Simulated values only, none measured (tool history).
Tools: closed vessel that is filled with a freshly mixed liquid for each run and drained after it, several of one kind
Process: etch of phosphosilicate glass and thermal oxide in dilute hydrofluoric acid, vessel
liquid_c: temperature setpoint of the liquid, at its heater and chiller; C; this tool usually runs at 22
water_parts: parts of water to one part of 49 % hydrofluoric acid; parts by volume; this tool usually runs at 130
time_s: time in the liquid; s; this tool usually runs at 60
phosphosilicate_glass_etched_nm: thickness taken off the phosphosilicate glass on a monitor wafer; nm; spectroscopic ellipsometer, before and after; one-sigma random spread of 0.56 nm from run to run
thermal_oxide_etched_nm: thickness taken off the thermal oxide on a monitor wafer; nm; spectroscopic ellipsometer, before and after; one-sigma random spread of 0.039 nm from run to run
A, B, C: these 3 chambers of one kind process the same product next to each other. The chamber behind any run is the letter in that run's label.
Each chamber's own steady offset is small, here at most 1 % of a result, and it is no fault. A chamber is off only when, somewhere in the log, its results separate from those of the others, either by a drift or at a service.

run     day  liquid_c  water_parts  time_s  hours since the thermometer was replaced  hours since the hydrofluoric acid flow meter was replaced  read-back film thickness of the phosphosilicate glass reference wafer, read on the same gauge (nm)  read-back film thickness of the thermal oxide reference wafer, read on the same gauge (nm)  phosphosilicate_glass_etched_nm  thermal_oxide_etched_nm
 1C   0.242        22          130      60                                       641                                                     1398.4                                                                                              40.001                                                                                         130                           83.341                   1.9745
 2A    0.55        22          130      60                                     348.6                                                      558.4                                                                                              40.034                                                                                      130.01                           81.425                   1.8872
      0.708  -- chamber C: hydrofluoric acid flow meter replaced
 3B   0.883        22          130      60                                     107.3                                                      993.6                                                                                              39.983                                                                                      129.99                           83.445                   1.8836
 4A    1.15        22          130      60                                       363                                                      572.8                                                                                              39.971                                                                                      129.99                           82.736                   1.9754
 5C   1.521        22          130      60                                     671.7                                                       19.5                                                                                              39.989                                                                                      130.02                           82.248                   1.9068
 6B   2.008        22          130      60                                     134.3                                                     1020.6                                                                                              39.956                                                                                      129.99                           82.521                   1.9163
 7A   2.533        22          130      60                                     396.2                                                        606                                                                                              40.002                                                                                      130.01                           82.195                   1.8855
 8B   2.925        22          130      60                                     156.3                                                     1042.6                                                                                              40.008                                                                                         130                           83.276                   1.9316
 9C   3.338        24          130      60                                     715.3                                                       63.1                                                                                              39.988                                                                                      130.01                           87.827                   2.0125
10A   3.629        24          130      60                                     422.5                                                      632.3                                                                                              40.029                                                                                      130.01                           87.731                   2.1407
11C   4.175        24          130      60                                     735.4                                                       83.2                                                                                              40.013                                                                                      130.01                           89.054                   2.0094
12B     4.6      18.5           75      60                                     196.5                                                     1082.8                                                                                              40.028                                                                                      129.99                           135.99                   3.0854
13C   4.846      18.5           75      60                                     751.5                                                       99.3                                                                                              40.012                                                                                      129.99                           130.28                   3.2085
14A   5.392      18.5           75      60                                     464.8                                                      674.6                                                                                              39.994                                                                                         130                           130.52                   2.9347
15B   5.821        22          130      60                                     225.8                                                     1112.1                                                                                              40.035                                                                                         130                           83.247                   1.8535
16A   6.304        22          130      60                                     486.7                                                      696.5                                                                                               40.01                                                                                      130.01                            81.92                   1.9651
17C   6.558        22          130      60                                     792.6                                                      140.4                                                                                               39.97                                                                                         130                           82.109                   1.9081
      6.742  -- chamber B: hydrofluoric acid flow meter replaced
18B   6.858        22          130      60                                     250.7                                                        2.9                                                                                              40.004                                                                                         130                            83.26                   1.9244
19B   7.217        22          130      60                                     259.3                                                       11.5                                                                                              40.023                                                                                      130.01                           83.758                   1.8421
20C    7.65        22          130      60                                     818.8                                                      166.6                                                                                              39.964                                                                                      129.99                           82.239                   1.9242
21A       8        22          130      60                                     527.4                                                      737.2                                                                                              40.018                                                                                      129.99                           81.869                   1.8771
22B   8.554        22          130      60                                     291.4                                                       43.6                                                                                              40.002                                                                                         130                           82.434                   1.8495
23C   9.096        22          130      60                                     853.5                                                      201.3                                                                                              39.973                                                                                         130                           82.556                   1.8622
24A   9.446        22          130      60                                     562.1                                                      771.9                                                                                              39.972                                                                                         130                           81.839                   1.9426
25A   9.954        22          130      60                                     574.3                                                      784.1                                                                                              39.992                                                                                      130.02                           81.644                   1.9113
26B  10.479        22          130      60                                     337.6                                                       89.8                                                                                              39.982                                                                                         130                           83.619                   1.8356

For the next run the whole fleet of 3 chambers uses the same settings. Give each chamber's results:
27A  10.879        22          130      60                                                                                                                                                                                                                                                                                                                                     ?                        ?
27B  10.879        22          130      60                                                                                                                                                                                                                                                                                                                                     ?                        ?
27C  10.879        22          130      60                                                                                                                                                                                                                                                                                                                                     ?                        ?

run  phosphosilicate_glass_etched_nm  thermal_oxide_etched_nm
27A                           81.851                   1.8184
27B                           83.562                   1.9493
27C                           82.019                   1.9144
